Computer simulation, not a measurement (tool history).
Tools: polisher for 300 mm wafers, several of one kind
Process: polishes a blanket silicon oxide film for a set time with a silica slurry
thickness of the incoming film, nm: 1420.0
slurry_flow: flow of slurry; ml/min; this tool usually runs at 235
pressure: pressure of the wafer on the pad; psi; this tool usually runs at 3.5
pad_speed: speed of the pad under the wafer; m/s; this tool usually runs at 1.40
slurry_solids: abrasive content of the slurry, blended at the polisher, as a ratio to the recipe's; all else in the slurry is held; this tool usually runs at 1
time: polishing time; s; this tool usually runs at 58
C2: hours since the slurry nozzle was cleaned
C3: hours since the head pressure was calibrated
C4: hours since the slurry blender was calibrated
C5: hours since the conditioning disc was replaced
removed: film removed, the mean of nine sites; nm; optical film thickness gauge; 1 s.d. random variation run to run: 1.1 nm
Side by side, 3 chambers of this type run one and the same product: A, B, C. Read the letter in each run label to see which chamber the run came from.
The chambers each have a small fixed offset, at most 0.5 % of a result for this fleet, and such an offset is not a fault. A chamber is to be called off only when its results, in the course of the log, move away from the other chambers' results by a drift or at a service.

Run 1B, hour 3.1: usual settings; wafers polished on this pad 438; C2 539.3; C3 6.1; C4 335.2; C5 158.0. Result: removed 153.710 nm.
Run 2A, hour 5.8: usual settings; wafers polished on this pad 542; C2 542.5; C3 316.2; C4 54.5; C5 79.3. Result: removed 151.700 nm.
Run 3C, hour 10.3: usual settings; wafers polished on this pad 669; C2 159.0; C3 749.9; C4 25.3; C5 110.3. Result: removed 155.940 nm.
At hour 11.3: chamber B: slurry nozzle cleaned.
Run 4C, hour 15.3: usual settings; wafers polished on this pad 704; C2 164.0; C3 754.9; C4 30.3; C5 115.3. Result: removed 155.560 nm.
At hour 16.0: chamber A: slurry nozzle cleaned.
Run 5B, hour 19.2: usual settings; wafers polished on this pad 550; C2 8.0; C3 22.2; C4 351.3; C5 174.1. Result: removed 153.030 nm.
At hour 20.9: chamber C: worn pad replaced by a new one.
Run 6A, hour 23.9: usual settings; wafers polished on this pad 669; C2 8.0; C3 334.3; C4 72.6; C5 97.4. Result: removed 155.000 nm.
Run 7A, hour 28.4: usual settings; wafers polished on this pad 700; C2 12.5; C3 338.8; C4 77.1; C5 101.9. Result: removed 152.130 nm.
At hour 30.1: chamber B: slurry blender recalibrated.
Run 8B, hour 33.1: usual settings; wafers polished on this pad 648; C2 21.9; C3 36.1; C4 3.1; C5 188.0. Result: removed 155.990 nm.
Run 9C, hour 38.2: usual settings; wafers polished on this pad 121; C2 186.9; C3 777.8; C4 53.2; C5 138.2. Result: removed 155.820 nm.
Run 10A, hour 41.1: usual settings but pressure 2.5 psi, time 39 s; wafers polished on this pad 789; C2 25.2; C3 351.5; C4 89.8; C5 114.6. Result: removed 72.913 nm.
At hour 41.3: chamber C: conditioning disc replaced and pad reconditioned.
Run 11B, hour 44.7: usual settings but pressure 2.5 psi, time 39 s; wafers polished on this pad 729; C2 33.5; C3 47.7; C4 14.7; C5 199.6. Result: removed 75.068 nm.
Run 12C, hour 48.5: usual settings but pressure 2.5 psi, time 39 s; wafers polished on this pad 193; C2 197.2; C3 788.1; C4 63.5; C5 7.2. Result: removed 74.597 nm.
Run 13C, hour 51.9: usual settings; wafers polished on this pad 217; C2 200.6; C3 791.5; C4 66.9; C5 10.6. Result: removed 153.230 nm.
Run 14B, hour 55.8: usual settings; wafers polished on this pad 806; C2 44.6; C3 58.8; C4 25.8; C5 210.7. Result: removed 155.950 nm.
At hour 57.2: chamber A: conditioning disc replaced and pad reconditioned.
Run 15A, hour 61.3: usual settings but slurry_flow 310 ml/min, pad_speed 1.18 m/s; wafers polished on this pad 931; C2 45.4; C3 371.7; C4 110.0; C5 4.2. Result: removed 130.880 nm.
Run 16C, hour 65.4: usual settings but slurry_flow 310 ml/min, pad_speed 1.18 m/s; wafers polished on this pad 311; C2 214.1; C3 805.0; C4 80.4; C5 24.1. Result: removed 137.520 nm.
Run 17A, hour 70.8: usual settings but slurry_flow 310 ml/min, pad_speed 1.18 m/s; wafers polished on this pad 997; C2 54.9; C3 381.2; C4 119.5; C5 13.7. Result: removed 130.990 nm.
Run 18B, hour 76.3: usual settings; wafers polished on this pad 950; C2 65.1; C3 79.3; C4 46.3; C5 231.2. Result: removed 155.850 nm.
Run 19A, hour 80.7: usual settings; wafers polished on this pad 1066; C2 64.8; C3 391.1; C4 129.4; C5 23.6. Result: removed 141.960 nm.
At hour 81.4: chamber B: worn pad replaced by a new one.
Run 20B, hour 83.6: usual settings; wafers polished on this pad 15; C2 72.4; C3 86.6; C4 53.6; C5 238.5. Result: removed 153.770 nm.
Run 21C, hour 88.9: usual settings; wafers polished on this pad 476; C2 237.6; C3 828.5; C4 103.9; C5 47.6. Result: removed 156.470 nm.
Run 22C, hour 92.8: usual settings; wafers polished on this pad 503; C2 241.5; C3 832.4; C4 107.8; C5 51.5. Result: removed 153.930 nm.

Predict what each chamber gives when all 3 of them run the settings below next.
Run 23A, hour 96.9: usual settings but pad_speed 1.78 m/s. Result: removed ?.
Run 23B, hour 96.9: usual settings but pad_speed 1.78 m/s. Result: removed ?.
Run 23C, hour 96.9: usual settings but pad_speed 1.78 m/s. Result: removed ?.

run  removed
23A  167.910
23B  184.610
23C  187.990
